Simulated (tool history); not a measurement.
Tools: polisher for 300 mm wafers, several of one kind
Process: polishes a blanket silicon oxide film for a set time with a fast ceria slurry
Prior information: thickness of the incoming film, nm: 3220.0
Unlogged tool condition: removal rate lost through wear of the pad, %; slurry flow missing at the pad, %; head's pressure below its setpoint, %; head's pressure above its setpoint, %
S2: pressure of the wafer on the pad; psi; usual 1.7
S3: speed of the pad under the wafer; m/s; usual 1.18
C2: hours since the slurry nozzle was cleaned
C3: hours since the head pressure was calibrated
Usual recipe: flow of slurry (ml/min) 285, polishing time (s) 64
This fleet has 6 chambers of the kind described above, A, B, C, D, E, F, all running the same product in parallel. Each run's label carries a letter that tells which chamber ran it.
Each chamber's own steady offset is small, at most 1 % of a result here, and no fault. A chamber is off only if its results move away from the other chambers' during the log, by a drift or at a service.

Run 1E, hour 2.5: usual settings; wafers polished on this pad 998; C2 169.5; C3 396.8. Result: film removed (nm) 766.47.
Run 2D, hour 6.6: usual settings; wafers polished on this pad 229; C2 413.7; C3 291.2. Result: film removed (nm) 766.91.
Run 3B, hour 11.5: usual settings; wafers polished on this pad 565; C2 407.1; C3 212.6. Result: film removed (nm) 759.40.
At hour 12.4: chamber C: worn pad replaced by a new one.
At hour 12.9: chamber A: worn pad replaced by a new one.
At hour 14.6: chamber F: worn pad replaced by a new one.
Run 4F, hour 15.9: usual settings; wafers polished on this pad 15; C2 258.1; C3 471.2. Result: film removed (nm) 758.38.
At hour 18.5: chamber E: worn pad replaced by a new one.
Run 5A, hour 19.2: usual settings; wafers polished on this pad 70; C2 556.7; C3 257.9. Result: film removed (nm) 758.57.
Run 6C, hour 23.2: usual settings; wafers polished on this pad 119; C2 407.6; C3 433.5. Result: film removed (nm) 774.83.
Run 7D, hour 27.5: usual settings; wafers polished on this pad 459; C2 434.6; C3 312.1. Result: film removed (nm) 774.36.
At hour 28.1: chamber B: worn pad replaced by a new one.
Run 8E, hour 31.3: usual settings; wafers polished on this pad 141; C2 198.3; C3 425.6. Result: film removed (nm) 779.78.
Run 9C, hour 35.7: usual settings; wafers polished on this pad 256; C2 420.1; C3 446.0. Result: film removed (nm) 757.78.
Run 10A, hour 37.9: usual settings; wafers polished on this pad 275; C2 575.4; C3 276.6. Result: film removed (nm) 750.93.
At hour 40.0: chamber D: slurry nozzle cleaned.
Run 11F, hour 40.3: usual settings; wafers polished on this pad 283; C2 282.5; C3 495.6. Result: film removed (nm) 783.91.
Run 12B, hour 43.4: usual settings; wafers polished on this pad 168; C2 439.0; C3 244.5. Result: film removed (nm) 753.07.
At hour 43.7: chamber D: worn pad replaced by a new one.
Run 13C, hour 45.7: usual settings but flow of slurry (ml/min) 375, polishing time (s) 51; wafers polished on this pad 366; C2 430.1; C3 456.0. Result: film removed (nm) 614.57.
Run 14F, hour 48.1: usual settings but flow of slurry (ml/min) 375, polishing time (s) 51; wafers polished on this pad 369; C2 290.3; C3 503.4. Result: film removed (nm) 621.84.
Run 15A, hour 51.0: usual settings but flow of slurry (ml/min) 375, polishing time (s) 51; wafers polished on this pad 419; C2 588.5; C3 289.7. Result: film removed (nm) 597.57.
Run 16E, hour 54.6: usual settings but flow of slurry (ml/min) 375, polishing time (s) 51; wafers polished on this pad 397; C2 221.6; C3 448.9. Result: film removed (nm) 614.28.
Run 17D, hour 58.3: usual settings but flow of slurry (ml/min) 375, polishing time (s) 51; wafers polished on this pad 161; C2 18.3; C3 342.9. Result: film removed (nm) 616.52.
Run 18B, hour 61.7: usual settings but flow of slurry (ml/min) 375, polishing time (s) 51; wafers polished on this pad 369; C2 457.3; C3 262.8. Result: film removed (nm) 632.66.
Run 19C, hour 65.6: usual settings but polishing time (s) 53; wafers polished on this pad 585; C2 450.0; C3 475.9. Result: film removed (nm) 631.52.
At hour 67.3: chamber D: head pressure recalibrated.
Run 20E, hour 68.9: usual settings but polishing time (s) 53; wafers polished on this pad 554; C2 235.9; C3 463.2. Result: film removed (nm) 632.79.
Run 21A, hour 72.1: usual settings but polishing time (s) 53; wafers polished on this pad 651; C2 609.6; C3 310.8. Result: film removed (nm) 604.04.
Run 22D, hour 75.1: usual settings but polishing time (s) 53; wafers polished on this pad 345; C2 35.1; C3 7.8. Result: film removed (nm) 622.96.
At hour 77.7: chamber C: worn pad replaced by a new one.
Run 23F, hour 80.1: usual settings but polishing time (s) 53; wafers polished on this pad 720; C2 322.3; C3 535.4. Result: film removed (nm) 625.85.
Run 24B, hour 83.2: usual settings but polishing time (s) 53; wafers polished on this pad 605; C2 478.8; C3 284.3. Result: film removed (nm) 637.22.
At hour 86.9: chamber B: worn pad replaced by a new one.
Run 25E, hour 87.3: usual settings; wafers polished on this pad 756; C2 254.3; C3 481.6. Result: film removed (nm) 755.50.
At hour 89.8: chamber A: worn pad replaced by a new one.
Run 26F, hour 89.8: usual settings; wafers polished on this pad 827; C2 332.0; C3 545.1. Result: film removed (nm) 768.17.
Run 27A, hour 92.2: usual settings; wafers polished on this pad 26; C2 629.7; C3 330.9. Result: film removed (nm) 707.99.
Run 28C, hour 95.9: usual settings; wafers polished on this pad 200; C2 480.3; C3 506.2. Result: film removed (nm) 748.31.
Run 29D, hour 98.3: usual settings but flow of slurry (ml/min) 370, S2 2.1 psi; wafers polished on this pad 600; C2 58.3; C3 31.0. Result: film removed (nm) 973.36.
Run 30B, hour 100.7: usual settings but flow of slurry (ml/min) 370, S2 2.1 psi; wafers polished on this pad 152; C2 496.3; C3 301.8. Result: film removed (nm) 979.26.
At hour 103.3: chamber F: worn pad replaced by a new one.
Run 31C, hour 105.4: usual settings but flow of slurry (ml/min) 370, S2 2.1 psi; wafers polished on this pad 305; C2 489.8; C3 515.7. Result: film removed (nm) 969.85.
Run 32F, hour 107.8: usual settings but flow of slurry (ml/min) 370, S2 2.1 psi; wafers polished on this pad 49; C2 350.0; C3 563.1. Result: film removed (nm) 987.31.
At hour 109.8: chamber D: worn pad replaced by a new one.
Run 33E, hour 111.9: usual settings but flow of slurry (ml/min) 370, S2 2.1 psi; wafers polished on this pad 1027; C2 278.9; C3 506.2. Result: film removed (nm) 955.86.
Run 34A, hour 115.6: usual settings but flow of slurry (ml/min) 370, S2 2.1 psi; wafers polished on this pad 283; C2 653.1; C3 354.3. Result: film removed (nm) 881.36.
Run 35B, hour 119.4: usual settings; wafers polished on this pad 357; C2 515.0; C3 320.5. Result: film removed (nm) 756.33.
Run 36D, hour 123.9: usual settings; wafers polished on this pad 155; C2 83.9; C3 56.6. Result: film removed (nm) 772.14.
Run 37B, hour 128.0: usual settings but S3 0.82 m/s, polishing time (s) 77; wafers polished on this pad 452; C2 523.6; C3 329.1. Result: film removed (nm) 639.89.
Run 38A, hour 131.3: usual settings but S3 0.82 m/s, polishing time (s) 77; wafers polished on this pad 456; C2 668.8; C3 370.0. Result: film removed (nm) 582.23.
Run 39E, hour 135.6: usual settings but S3 0.82 m/s, polishing time (s) 77; wafers polished on this pad 1287; C2 302.6; C3 529.9. Result: film removed (nm) 641.29.
Run 40F, hour 139.0: usual settings but S3 0.82 m/s, polishing time (s) 77; wafers polished on this pad 392; C2 381.2; C3 594.3. Result: film removed (nm) 643.25.
Run 41D, hour 143.6: usual settings but S3 0.82 m/s, polishing time (s) 77; wafers polished on this pad 371; C2 103.6; C3 76.3. Result: film removed (nm) 631.15.
Run 42C, hour 146.4: usual settings but S3 0.82 m/s, polishing time (s) 77; wafers polished on this pad 755; C2 530.8; C3 556.7. Result: film removed (nm) 639.73.
Run 43B, hour 151.0: usual settings; wafers polished on this pad 704; C2 546.6; C3 352.1. Result: film removed (nm) 767.95.

Decide between three cases: one chamber stands off from its peers, the gauge reading all wafers drifts, or nothing is wrong past each chamber's small offset. Where a chamber is off, say which and what most likely put it there.

It is chamber A that slowly wanders off from its peers.
Most likely cause: head's pressure below its setpoint, % = 8.77.

Which of the 4 candidates below, each the usual settings with something changed and its results left as question marks, puts chamber A back in line with what the other chambers give on the usual settings?
In-line tolerance around the mean of the other chambers on the usual settings: film removed (nm) 32.00
Run 44A-1, hour 154.6: usual settings but flow of slurry (ml/min) 280, S2 1.6 psi, S3 1.08 m/s, polishing time (s) 59. Result: film removed (nm) ?.
Run 44A-2, hour 154.6: usual settings but flow of slurry (ml/min) 295, polishing time (s) 79. Result: film removed (nm) ?.
Run 44A-3, hour 154.6: usual settings but S2 1.9 psi. Result: film removed (nm) ?.
Run 44A-4, hour 154.6: usual settings but flow of slurry (ml/min) 280, polishing time (s) 57. Result: film removed (nm) ?.

The other chambers' mean on the usual settings: film removed (nm) 760.73
  run  film removed (nm)
44A-1             541.26
44A-2             845.44
44A-3             763.57
44A-4             606.61
It is 44A-3 that realigns the chamber with its peers.
